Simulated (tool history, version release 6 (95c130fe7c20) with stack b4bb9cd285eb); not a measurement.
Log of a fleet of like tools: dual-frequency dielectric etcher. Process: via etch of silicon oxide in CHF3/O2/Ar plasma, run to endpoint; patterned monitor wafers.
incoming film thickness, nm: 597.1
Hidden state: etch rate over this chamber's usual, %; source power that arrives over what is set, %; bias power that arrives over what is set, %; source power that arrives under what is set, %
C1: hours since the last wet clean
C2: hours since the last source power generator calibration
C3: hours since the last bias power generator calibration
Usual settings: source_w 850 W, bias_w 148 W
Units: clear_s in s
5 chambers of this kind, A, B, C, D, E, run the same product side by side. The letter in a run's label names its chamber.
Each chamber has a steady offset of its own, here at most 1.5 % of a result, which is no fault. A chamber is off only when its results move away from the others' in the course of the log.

Run 1E, hour 5.7: usual settings; C1 407.8; C2 832.1; C3 523.1. Result: clear_s 286.51 s.
Run 2A, hour 16.0: usual settings; C1 90.8; C2 2559.3; C3 3707.4. Result: clear_s 283.10 s.
Run 3B, hour 22.2: usual settings; C1 179.7; C2 551.4; C3 1826.9. Result: clear_s 281.11 s.
Run 4C, hour 31.9: usual settings; C1 104.7; C2 985.0; C3 1724.0. Result: clear_s 280.41 s.
Run 5D, hour 37.0: usual settings; C1 141.5; C2 1913.5; C3 1908.3. Result: clear_s 277.35 s.
Run 6A, hour 45.5: usual settings; C1 120.3; C2 2588.8; C3 3736.9. Result: clear_s 284.47 s.
Run 7E, hour 51.3: usual settings; C1 453.4; C2 877.7; C3 568.7. Result: clear_s 283.08 s.
Run 8D, hour 56.3: usual settings but source_w 730 W, bias_w 128 W; C1 160.8; C2 1932.8; C3 1927.6. Result: clear_s 308.57 s.
Run 9C, hour 64.3: usual settings but source_w 730 W, bias_w 128 W; C1 137.1; C2 1017.4; C3 1756.4. Result: clear_s 310.01 s.
Run 10B, hour 72.1: usual settings but source_w 730 W, bias_w 128 W; C1 229.6; C2 601.3; C3 1876.8. Result: clear_s 312.00 s.
Run 11D, hour 82.9: usual settings but source_w 730 W, bias_w 128 W; C1 187.4; C2 1959.4; C3 1954.2. Result: clear_s 310.72 s.
Run 12C, hour 92.6: usual settings but source_w 730 W, bias_w 128 W; C1 165.4; C2 1045.7; C3 1784.7. Result: clear_s 312.13 s.
Run 13E, hour 98.3: usual settings; C1 500.4; C2 924.7; C3 615.7. Result: clear_s 285.14 s.
Run 14A, hour 105.3: usual settings but source_w 720 W; C1 180.1; C2 2648.6; C3 3796.7. Result: clear_s 305.39 s.
Run 15B, hour 110.3: usual settings but source_w 720 W; C1 267.8; C2 639.5; C3 1915.0. Result: clear_s 299.01 s.
Run 16D, hour 116.7: usual settings but source_w 720 W; C1 221.2; C2 1993.2; C3 1988.0. Result: clear_s 296.63 s.
Run 17E, hour 126.5: usual settings but source_w 720 W; C1 528.6; C2 952.9; C3 643.9. Result: clear_s 303.30 s.
At hour 126.8: chamber E: wet clean of the chamber.
Run 18C, hour 132.6: usual settings but source_w 720 W; C1 205.4; C2 1085.7; C3 1824.7. Result: clear_s 298.90 s.
Run 19B, hour 143.6: usual settings; C1 301.1; C2 672.8; C3 1948.3. Result: clear_s 282.67 s.
Run 20A, hour 151.9: usual settings; C1 226.7; C2 2695.2; C3 3843.3. Result: clear_s 282.36 s.
Run 21B, hour 157.3: usual settings; C1 314.8; C2 686.5; C3 1962.0. Result: clear_s 281.14 s.
Run 22A, hour 163.1: usual settings; C1 237.9; C2 2706.4; C3 3854.5. Result: clear_s 282.47 s.
Run 23C, hour 169.3: usual settings; C1 242.1; C2 1122.4; C3 1861.4. Result: clear_s 276.71 s.
Run 24D, hour 176.4: usual settings; C1 280.9; C2 2052.9; C3 2047.7. Result: clear_s 278.54 s.
Run 25E, hour 184.3: usual settings but source_w 770 W, bias_w 160 W; C1 57.5; C2 1010.7; C3 701.7. Result: clear_s 286.35 s.
Run 26B, hour 194.8: usual settings but source_w 770 W, bias_w 160 W; C1 352.3; C2 724.0; C3 1999.5. Result: clear_s 283.68 s.
Run 27A, hour 202.5: usual settings but source_w 770 W, bias_w 160 W; C1 277.3; C2 2745.8; C3 3893.9. Result: clear_s 289.13 s.
Run 28C, hour 208.4: usual settings but source_w 770 W, bias_w 160 W; C1 281.2; C2 1161.5; C3 1900.5. Result: clear_s 282.37 s.
Run 29D, hour 218.5: usual settings but source_w 770 W, bias_w 160 W; C1 323.0; C2 2095.0; C3 2089.8. Result: clear_s 279.91 s.
Run 30E, hour 226.1: usual settings; C1 99.3; C2 1052.5; C3 743.5. Result: clear_s 283.24 s.
Run 31D, hour 232.9: usual settings but source_w 1040 W, bias_w 131 W; C1 337.4; C2 2109.4; C3 2104.2. Result: clear_s 266.16 s.
Run 32B, hour 241.7: usual settings but source_w 1040 W, bias_w 131 W; C1 399.2; C2 770.9; C3 2046.4. Result: clear_s 267.49 s.
Run 33E, hour 248.1: usual settings but source_w 1040 W, bias_w 131 W; C1 121.3; C2 1074.5; C3 765.5. Result: clear_s 275.22 s.
Run 34C, hour 258.7: usual settings but source_w 1040 W, bias_w 131 W; C1 331.5; C2 1211.8; C3 1950.8. Result: clear_s 269.35 s.
Run 35A, hour 263.9: usual settings but source_w 1040 W, bias_w 131 W; C1 338.7; C2 2807.2; C3 3955.3. Result: clear_s 272.55 s.
Run 36D, hour 270.3: usual settings; C1 374.8; C2 2146.8; C3 2141.6. Result: clear_s 277.62 s.

Is one chamber off against the others, does the gauge drift, or is nothing wrong? If a chamber is off, say which, and what the likeliest cause is.

No chamber stands off beyond its own small offset, and the gauge holds steady.

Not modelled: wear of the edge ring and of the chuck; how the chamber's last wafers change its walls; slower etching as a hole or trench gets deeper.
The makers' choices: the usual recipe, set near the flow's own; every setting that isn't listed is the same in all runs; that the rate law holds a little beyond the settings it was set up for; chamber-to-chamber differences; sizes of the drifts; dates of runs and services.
